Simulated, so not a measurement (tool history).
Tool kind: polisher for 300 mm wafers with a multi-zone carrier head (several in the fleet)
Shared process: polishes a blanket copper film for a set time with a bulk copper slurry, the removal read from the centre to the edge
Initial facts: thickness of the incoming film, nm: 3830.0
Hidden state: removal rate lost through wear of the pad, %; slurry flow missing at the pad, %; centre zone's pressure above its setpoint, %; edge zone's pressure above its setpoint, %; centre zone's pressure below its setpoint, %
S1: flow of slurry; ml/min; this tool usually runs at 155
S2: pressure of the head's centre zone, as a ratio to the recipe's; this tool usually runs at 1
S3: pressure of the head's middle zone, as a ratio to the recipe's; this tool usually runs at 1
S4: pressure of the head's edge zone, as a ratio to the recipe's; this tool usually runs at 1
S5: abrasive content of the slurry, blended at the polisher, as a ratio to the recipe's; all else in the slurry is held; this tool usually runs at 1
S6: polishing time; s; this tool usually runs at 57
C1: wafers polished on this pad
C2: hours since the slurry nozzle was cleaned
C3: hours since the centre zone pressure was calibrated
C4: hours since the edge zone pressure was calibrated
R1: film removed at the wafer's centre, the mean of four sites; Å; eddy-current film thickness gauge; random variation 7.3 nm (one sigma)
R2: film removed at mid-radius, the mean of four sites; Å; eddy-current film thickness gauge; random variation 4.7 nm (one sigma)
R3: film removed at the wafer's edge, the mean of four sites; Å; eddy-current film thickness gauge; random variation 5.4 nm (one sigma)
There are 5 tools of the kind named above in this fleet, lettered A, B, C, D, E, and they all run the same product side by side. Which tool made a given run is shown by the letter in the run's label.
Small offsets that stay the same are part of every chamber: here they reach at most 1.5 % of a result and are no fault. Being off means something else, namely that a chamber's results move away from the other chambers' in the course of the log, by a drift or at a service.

run 1C hour=8.2 | S1=155 S2=1 S3=1 S4=1 S5=1 S6=57 | C1=662 C2=312.1 C3=375.2 C4=110.3 | R1=6331.3 R2=6336.2 R3=6377.6
-- hour=17.2 chamber C: worn pad replaced by a new one
run 2D hour=19.2 | S1=155 S2=1 S3=1 S4=1 S5=1 S6=57 | C1=867 C2=189.5 C3=1135.6 C4=243.4 | R1=6323 R2=6363.1 R3=6333.1
-- hour=23.9 chamber D: worn pad replaced by a new one
-- hour=25.3 chamber E: worn pad replaced by a new one
run 3B hour=29.3 | S1=155 S2=1 S3=1 S4=1 S5=1 S6=57 | C1=421 C2=393.5 C3=1108 C4=412.1 | R1=6332.4 R2=6362.3 R3=6382
run 4E hour=37 | S1=155 S2=1 S3=1 S4=1 S5=1 S6=57 | C1=120 C2=357 C3=601.1 C4=600.5 | R1=6446 R2=6440.4 R3=6388.6
-- hour=44.4 chamber B: worn pad replaced by a new one
run 5A hour=46.4 | S1=155 S2=1 S3=1 S4=1 S5=1 S6=57 | C1=485 C2=542.7 C3=627.7 C4=828.3 | R1=6229.8 R2=6426.2 R3=6370.9
run 6D hour=53.5 | S1=155 S2=1 S3=1 S4=1 S5=1 S6=57 | C1=306 C2=223.8 C3=1169.9 C4=277.7 | R1=6305.3 R2=6360.7 R3=6301.6
run 7B hour=64.4 | S1=155 S2=1 S3=1 S4=1 S5=1 S6=57 | C1=206 C2=428.6 C3=1143.1 C4=447.2 | R1=6420.5 R2=6372.7 R3=6371.4
run 8E hour=77.2 | S1=155 S2=1 S3=1 S4=1 S5=1 S6=57 | C1=535 C2=397.2 C3=641.3 C4=640.7 | R1=6459.2 R2=6390.2 R3=6357.9
-- hour=82.5 chamber A: edge zone pressure recalibrated
run 9A hour=86.8 | S1=155 S2=1 S3=1 S4=1 S5=1 S6=57 | C1=901 C2=583.1 C3=668.1 C4=4.4 | R1=6259.6 R2=6349.7 R3=6314.8
-- hour=89.7 chamber C: worn pad replaced by a new one
-- hour=92.1 chamber E: worn pad replaced by a new one
run 10C hour=98.8 | S1=155 S2=1 S3=1 S4=1 S5=1 S6=57 | C1=94 C2=402.7 C3=465.8 C4=200.9 | R1=6301.2 R2=6304 R3=6284.7
-- hour=105.2 chamber A: worn pad replaced by a new one
-- hour=108 chamber B: worn pad replaced by a new one
run 11C hour=111 | S1=155 S2=1 S3=1 S4=1 S5=1 S6=57 | C1=219 C2=414.9 C3=478 C4=213.1 | R1=6275.6 R2=6347.7 R3=6436.2
run 12D hour=119.8 | S1=155 S2=1 S3=1 S4=1 S5=1 S6=57 | C1=989 C2=290.1 C3=1236.2 C4=344 | R1=6323.5 R2=6421.4 R3=6382.4
-- hour=122.3 chamber D: worn pad replaced by a new one
-- hour=128.3 chamber A: slurry nozzle cleaned
run 13E hour=130 | S1=155 S2=1 S3=1 S4=1 S5=1 S6=57 | C1=391 C2=450 C3=694.1 C4=693.5 | R1=6482.8 R2=6407.8 R3=6437.7
run 14A hour=139.1 | S1=155 S2=1 S3=1 S4=1 S5=1 S6=57 | C1=350 C2=10.9 C3=720.4 C4=56.7 | R1=6288.7 R2=6432 R3=6347.1
run 15B hour=148.5 | S1=155 S2=1 S3=1 S4=1 S5=1.25 S6=57 | C1=418 C2=512.7 C3=1227.2 C4=531.3 | R1=6653 R2=6544.4 R3=6671.3
-- hour=152.6 chamber E: worn pad replaced by a new one
run 16B hour=158.2 | S1=155 S2=1 S3=1 S4=1 S5=1.25 S6=57 | C1=518 C2=522.4 C3=1236.9 C4=541 | R1=6654.7 R2=6653.6 R3=6586.1
-- hour=160.2 chamber C: worn pad replaced by a new one
run 17C hour=169.6 | S1=155 S2=1 S3=1 S4=1 S5=1.25 S6=57 | C1=97 C2=473.5 C3=536.6 C4=271.7 | R1=6688.5 R2=6690.6 R3=6843.5
-- hour=169.9 chamber B: worn pad replaced by a new one
-- hour=175.2 chamber B: centre zone pressure recalibrated
run 18D hour=179.7 | S1=155 S2=1 S3=1 S4=1 S5=1.25 S6=57 | C1=592 C2=350 C3=1296.1 C4=403.9 | R1=6687.4 R2=6780.1 R3=6585.2
run 19E hour=192.3 | S1=155 S2=1 S3=1 S4=1 S5=1.25 S6=57 | C1=409 C2=512.3 C3=756.4 C4=755.8 | R1=6806.6 R2=6730.3 R3=6704.1
run 20A hour=202.6 | S1=155 S2=1 S3=1 S4=1 S5=1 S6=57 | C1=1005 C2=74.4 C3=783.9 C4=120.2 | R1=6330.8 R2=6391.4 R3=6331.1
-- hour=203.1 chamber A: worn pad replaced by a new one
run 21E hour=210.6 | S1=155 S2=1 S3=1 S4=1 S5=1 S6=57 | C1=598 C2=530.6 C3=774.7 C4=774.1 | R1=6517.7 R2=6412.5 R3=6446.6
-- hour=220.3 chamber E: worn pad replaced by a new one
run 22C hour=222.1 | S1=155 S2=1 S3=1 S4=1 S5=1 S6=57 | C1=638 C2=526 C3=589.1 C4=324.2 | R1=6326 R2=6400.8 R3=6397.5
-- hour=222.7 chamber D: worn pad replaced by a new one
-- hour=225.5 chamber B: slurry nozzle cleaned
run 23A hour=230.9 | S1=155 S2=1 S3=1 S4=1 S5=1 S6=57 | C1=287 C2=102.7 C3=812.2 C4=148.5 | R1=6360.9 R2=6406.8 R3=6306
-- hour=231.7 chamber B: worn pad replaced by a new one
run 24D hour=238 | S1=155 S2=1 S3=1 S4=1 S5=1 S6=57 | C1=158 C2=408.3 C3=1354.4 C4=462.2 | R1=6433.1 R2=6420.2 R3=6346.9
-- hour=239.9 chamber C: worn pad replaced by a new one
run 25B hour=248.7 | S1=155 S2=1 S3=1 S4=1 S5=1 S6=57 | C1=175 C2=23.2 C3=73.5 C4=631.5 | R1=7054.3 R2=6331.2 R3=6367.6
run 26C hour=259.9 | S1=155 S2=1 S3=1 S4=1 S5=1 S6=57 | C1=207 C2=563.8 C3=626.9 C4=362 | R1=6324.6 R2=6314.2 R3=6416.1
run 27D hour=266.6 | S1=155 S2=1 S3=1 S4=1 S5=1 S6=57 | C1=453 C2=436.9 C3=1383 C4=490.8 | R1=6378.1 R2=6372.7 R3=6268.7
run 28A hour=276.5 | S1=155 S2=1 S3=1 S4=1 S5=1 S6=57 | C1=757 C2=148.3 C3=857.8 C4=194.1 | R1=6357.8 R2=6382.3 R3=6267.7
-- hour=281.1 chamber E: worn pad replaced by a new one
run 29E hour=290.7 | S1=155 S2=1 S3=1 S4=1 S5=1 S6=57 | C1=99 C2=610.7 C3=854.8 C4=854.2 | R1=6476.8 R2=6468.2 R3=6399
-- hour=294.1 chamber B: worn pad replaced by a new one
run 30B hour=299.8 | S1=155 S2=1 S3=1 S4=1 S5=1 S6=57 | C1=59 C2=74.3 C3=124.6 C4=682.6 | R1=7128.1 R2=6334.1 R3=6382.8

What goes on in this fleet: one chamber off, a drifting gauge, or nothing beyond the chambers' own small offsets? Name the chamber and the cause, if any.

Chamber B came out of a service off from its peers and stayed that way.
Most likely cause: centre zone's pressure above its setpoint, % = 10.2.

Here are 4 candidates for chamber B's next run, each the usual settings with a change, their results left as question marks. Which one brings its results back in line with what the others give on the usual settings?
Allowed miss from the other chambers' usual-settings mean, per result, to count as in line: R1 250 Å; R2 160 Å; R3 190 Å
run 31B-1 hour=310.2 | S1=160 S2=1.08 S3=0.97 S4=0.98 S5=1 S6=58 | R1=? R2=? R3=?
run 31B-2 hour=310.2 | S1=150 S2=0.92 S3=1.03 S4=1.02 S5=1 S6=56 | R1=? R2=? R3=?
run 31B-3 hour=310.2 | S1=170 S2=1.17 S3=0.95 S4=0.95 S5=1 S6=58 | R1=? R2=? R3=?
run 31B-4 hour=310.2 | S1=145 S2=0.84 S3=1.05 S4=1.04 S5=1 S6=56 | R1=? R2=? R3=?

The other chambers' mean on the usual settings: R1 6386 Å; R2 6391 Å; R3 6368.1 Å
run=31B-1 R1=7854 R2=6321.5 R3=6450.4
run=31B-2 R1=6302.8 R2=6376.3 R3=6296.9
run=31B-3 R1=8653.7 R2=6266.3 R3=6401
run=31B-4 R1=5670.3 R2=6449.6 R3=6328.8
The right change is 31B-2: it brings the chamber back within the allowed miss of the others.
